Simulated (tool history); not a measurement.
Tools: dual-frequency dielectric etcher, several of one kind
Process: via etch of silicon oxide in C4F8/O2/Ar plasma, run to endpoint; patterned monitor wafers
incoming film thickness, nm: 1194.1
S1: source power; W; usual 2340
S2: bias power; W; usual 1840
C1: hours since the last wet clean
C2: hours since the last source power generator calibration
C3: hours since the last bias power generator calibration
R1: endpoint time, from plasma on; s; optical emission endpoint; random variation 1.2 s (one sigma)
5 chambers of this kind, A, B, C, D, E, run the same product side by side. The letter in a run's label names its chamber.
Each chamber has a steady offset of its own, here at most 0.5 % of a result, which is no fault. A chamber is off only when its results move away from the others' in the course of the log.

run,hour,S1,S2,C1,C2,C3,R1
1A,4.5,2340,1840,133.6,1023.1,2204.3,224.79
2D,8,2340,1840,205.1,1467.1,523.1,227.08
3B,13,2340,1840,346.5,285.3,2670,227.45
4E,15.7,2340,1840,215.1,416,1734.1,223.85
5C,19.8,1810,1535,326,4406.8,1849.4,264.26
6D,23.8,1810,1535,220.9,1482.9,538.9,263.76
7A,26.3,1810,1535,155.4,1044.9,2226.1,263.78
8B,31.2,1810,1535,364.7,303.5,2688.2,263.55
9E,35.5,1810,1535,234.9,435.8,1753.9,262.3
10C,40.6,2340,1840,346.8,4427.6,1870.2,227.06
11D,43.2,2340,1840,240.3,1502.3,558.3,227.78
12B,47,2340,1840,380.5,319.3,2704,225.09
13E,51.9,1970,1564,251.3,452.2,1770.3,252.38
14A,55,1970,1564,184.1,1073.6,2254.8,254.45
15C,59.6,1970,1564,365.8,4446.6,1889.2,254.2
16A,64.8,1970,1564,193.9,1083.4,2264.6,253.85
17E,67.9,1970,1564,267.3,468.2,1786.3,251.58
18C,71.7,2340,1840,377.9,4458.7,1901.3,227.68
19D,75.8,2340,1550,272.9,1534.9,590.9,236.25
20B,79.6,2340,1550,413.1,351.9,2736.6,239.58
21A,84.2,2340,1550,213.3,1102.8,2284,237.37
22E,89.1,2340,1550,288.5,489.4,1807.5,234.38
23B,94,2340,1550,427.5,366.3,2751,235.82
24C,97.8,2340,1840,404,4484.8,1927.4,226.62
25D,103,2340,1466,300.1,1562.1,618.1,242.8
26B,107.1,2340,1466,440.6,379.4,2764.1,240.12
27C,109.8,2340,1466,416,4496.8,1939.4,240.45
28A,112.4,2340,1466,241.5,1131,2312.2,238.97
29D,116,2340,1466,313.1,1575.1,631.1,243.09
30E,119.2,2340,2190,318.6,519.5,1837.6,215.3
31E,121.5,2340,2190,320.9,521.8,1839.9,214.12
32D,126,2340,2190,323.1,1585.1,641.1,215.27
33C,129.4,2340,2190,435.6,4516.4,1959,216.5
34A,134.5,2340,2190,263.6,1153.1,2334.3,215.59
35B,138.1,2340,1840,471.6,410.4,2795.1,225.89
36A,141.1,2340,1840,270.2,1159.7,2340.9,225.18
37E,145.6,2340,1840,345,545.9,1864,225.4
38D,150.4,2340,1840,347.5,1609.5,665.5,226.91

Next, every chamber runs the same settings. What will each give?
39A,154.1,2340,1840,,,,?
39B,154.1,2340,1840,,,,?
39C,154.1,2340,1840,,,,?
39D,154.1,2340,1840,,,,?
39E,154.1,2340,1840,,,,?

run,R1
39A,226.52
39B,226.52
39C,227.93
39D,226.48
39E,225.83
